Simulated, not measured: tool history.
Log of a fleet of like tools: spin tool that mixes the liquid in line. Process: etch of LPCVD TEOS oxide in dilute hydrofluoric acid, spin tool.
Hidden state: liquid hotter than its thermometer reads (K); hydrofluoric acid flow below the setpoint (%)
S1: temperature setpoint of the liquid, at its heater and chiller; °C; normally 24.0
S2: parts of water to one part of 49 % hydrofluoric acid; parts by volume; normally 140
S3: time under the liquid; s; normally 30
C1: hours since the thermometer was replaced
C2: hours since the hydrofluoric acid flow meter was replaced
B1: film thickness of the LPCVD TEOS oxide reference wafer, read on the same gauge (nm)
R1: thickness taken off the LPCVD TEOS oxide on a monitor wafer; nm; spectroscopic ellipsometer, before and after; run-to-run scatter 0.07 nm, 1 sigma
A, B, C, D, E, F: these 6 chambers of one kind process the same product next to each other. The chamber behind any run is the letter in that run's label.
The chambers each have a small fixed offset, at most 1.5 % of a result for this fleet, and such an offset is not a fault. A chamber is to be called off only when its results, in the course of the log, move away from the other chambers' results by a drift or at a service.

{"run": "1C", "day": 0.571, "S1": 24.0, "S2": 140, "S3": 30, "C1": 227.8, "C2": 1450.5, "B1": 29.998, "R1": 8.3615}
{"run": "2A", "day": 0.954, "S1": 24.0, "S2": 140, "S3": 30, "C1": 351.0, "C2": 25.3, "B1": 29.978, "R1": 8.5645}
{"run": "3B", "day": 1.354, "S1": 24.0, "S2": 140, "S3": 30, "C1": 298.1, "C2": 724.6, "B1": 29.977, "R1": 8.4562}
{"run": "4E", "day": 1.95, "S1": 24.0, "S2": 140, "S3": 30, "C1": 875.3, "C2": 476.0, "B1": 30.0, "R1": 8.4013}
{"run": "5F", "day": 2.575, "S1": 24.0, "S2": 140, "S3": 30, "C1": 595.1, "C2": 1758.4, "B1": 30.003, "R1": 8.6519}
{"run": "6D", "day": 2.892, "S1": 29.0, "S2": 140, "S3": 30, "C1": 453.4, "C2": 1292.8, "B1": 29.979, "R1": 10.24}
{"run": "7B", "day": 3.471, "S1": 29.0, "S2": 140, "S3": 30, "C1": 348.9, "C2": 775.4, "B1": 30.011, "R1": 10.166}
{"run": "8F", "day": 4.075, "S1": 29.0, "S2": 140, "S3": 30, "C1": 631.1, "C2": 1794.4, "B1": 29.997, "R1": 10.196}
{"run": "9D", "day": 4.654, "S1": 29.0, "S2": 140, "S3": 30, "C1": 495.7, "C2": 1335.1, "B1": 29.989, "R1": 10.332}
{"run": "10A", "day": 5.054, "S1": 29.0, "S2": 140, "S3": 30, "C1": 449.4, "C2": 123.7, "B1": 30.011, "R1": 10.317}
{"run": "11C", "day": 5.671, "S1": 29.0, "S2": 140, "S3": 30, "C1": 350.2, "C2": 1572.9, "B1": 29.988, "R1": 10.275}
{"run": "12E", "day": 6.088, "S1": 24.0, "S2": 140, "S3": 35, "C1": 974.6, "C2": 575.3, "B1": 29.998, "R1": 9.773}
{"run": "13F", "day": 6.525, "S1": 24.0, "S2": 140, "S3": 35, "C1": 689.9, "C2": 1853.2, "B1": 30.002, "R1": 9.8267}
{"run": "14C", "day": 7.121, "S1": 24.0, "S2": 140, "S3": 35, "C1": 385.0, "C2": 1607.7, "B1": 29.989, "R1": 9.9195}
{"run": "15E", "day": 7.562, "S1": 24.0, "S2": 140, "S3": 35, "C1": 1010.0, "C2": 610.7, "B1": 29.982, "R1": 9.824}
{"run": "16D", "day": 8.067, "S1": 24.0, "S2": 140, "S3": 35, "C1": 577.6, "C2": 1417.0, "B1": 29.998, "R1": 9.9408}
{"run": "17B", "day": 8.379, "S1": 24.0, "S2": 140, "S3": 35, "C1": 466.7, "C2": 893.2, "B1": 29.996, "R1": 9.9106}
{"run": "18A", "day": 8.812, "S1": 24.0, "S2": 140, "S3": 30, "C1": 539.6, "C2": 213.9, "B1": 29.998, "R1": 8.5987}
{"day": 9.15, "done": "chamber C: hydrofluoric acid flow meter replaced"}
{"run": "19B", "day": 9.217, "S1": 19.5, "S2": 140, "S3": 15, "C1": 486.8, "C2": 913.3, "B1": 29.974, "R1": 3.5214}
{"run": "20F", "day": 9.525, "S1": 19.5, "S2": 140, "S3": 15, "C1": 761.9, "C2": 1925.2, "B1": 30.005, "R1": 3.5806}
{"run": "21C", "day": 9.942, "S1": 19.5, "S2": 140, "S3": 15, "C1": 452.7, "C2": 19.1, "B1": 30.02, "R1": 3.5718}
{"run": "22E", "day": 10.262, "S1": 19.5, "S2": 140, "S3": 15, "C1": 1074.8, "C2": 675.5, "B1": 30.003, "R1": 3.5794}
{"run": "23A", "day": 10.742, "S1": 19.5, "S2": 140, "S3": 15, "C1": 585.9, "C2": 260.2, "B1": 30.004, "R1": 3.5576}
{"run": "24D", "day": 11.1, "S1": 19.5, "S2": 140, "S3": 15, "C1": 650.4, "C2": 1489.8, "B1": 29.996, "R1": 3.5991}
{"run": "25C", "day": 11.683, "S1": 24.0, "S2": 140, "S3": 30, "C1": 494.5, "C2": 60.9, "B1": 29.992, "R1": 8.5102}
{"run": "26B", "day": 12.204, "S1": 24.0, "S2": 140, "S3": 30, "C1": 558.5, "C2": 985.0, "B1": 29.997, "R1": 8.307}
{"run": "27A", "day": 12.792, "S1": 24.0, "S2": 140, "S3": 30, "C1": 635.1, "C2": 309.4, "B1": 30.023, "R1": 8.7758}
{"run": "28F", "day": 13.421, "S1": 24.0, "S2": 140, "S3": 30, "C1": 855.4, "C2": 2018.7, "B1": 30.0, "R1": 8.5748}
{"run": "29D", "day": 14.038, "S1": 24.0, "S2": 140, "S3": 45, "C1": 720.9, "C2": 1560.3, "B1": 29.994, "R1": 12.661}
{"run": "30E", "day": 14.525, "S1": 24.0, "S2": 140, "S3": 45, "C1": 1177.1, "C2": 777.8, "B1": 30.001, "R1": 12.765}
{"run": "31A", "day": 14.821, "S1": 24.0, "S2": 140, "S3": 45, "C1": 683.8, "C2": 358.1, "B1": 30.029, "R1": 13.467}
{"run": "32D", "day": 15.2, "S1": 24.0, "S2": 140, "S3": 45, "C1": 748.8, "C2": 1588.2, "B1": 30.002, "R1": 12.843}
{"run": "33F", "day": 15.55, "S1": 24.0, "S2": 140, "S3": 45, "C1": 906.5, "C2": 2069.8, "B1": 30.008, "R1": 12.597}
{"run": "34E", "day": 16.033, "S1": 24.0, "S2": 140, "S3": 45, "C1": 1213.3, "C2": 814.0, "B1": 29.997, "R1": 12.613}
{"run": "35B", "day": 16.671, "S1": 24.0, "S2": 140, "S3": 30, "C1": 665.7, "C2": 1092.2, "B1": 30.007, "R1": 8.3622}
{"run": "36C", "day": 17.25, "S1": 24.0, "S2": 140, "S3": 30, "C1": 628.1, "C2": 194.5, "B1": 30.008, "R1": 8.4444}
{"run": "37E", "day": 17.625, "S1": 24.0, "S2": 140, "S3": 30, "C1": 1251.5, "C2": 852.2, "B1": 30.003, "R1": 8.4666}

Next, all 6 chambers run the settings below, one line each with question marks for the results. What does each chamber give?
{"run": "38A", "day": 18.1, "S1": 24.0, "S2": 140, "S3": 30, "R1": "?"}
{"run": "38B", "day": 18.1, "S1": 24.0, "S2": 140, "S3": 30, "R1": "?"}
{"run": "38C", "day": 18.1, "S1": 24.0, "S2": 140, "S3": 30, "R1": "?"}
{"run": "38D", "day": 18.1, "S1": 24.0, "S2": 140, "S3": 30, "R1": "?"}
{"run": "38E", "day": 18.1, "S1": 24.0, "S2": 140, "S3": 30, "R1": "?"}
{"run": "38F", "day": 18.1, "S1": 24.0, "S2": 140, "S3": 30, "R1": "?"}

run=38A R1=8.8990
run=38B R1=8.4053
run=38C R1=8.4904
run=38D R1=8.4239
run=38E R1=8.3871
run=38F R1=8.5034
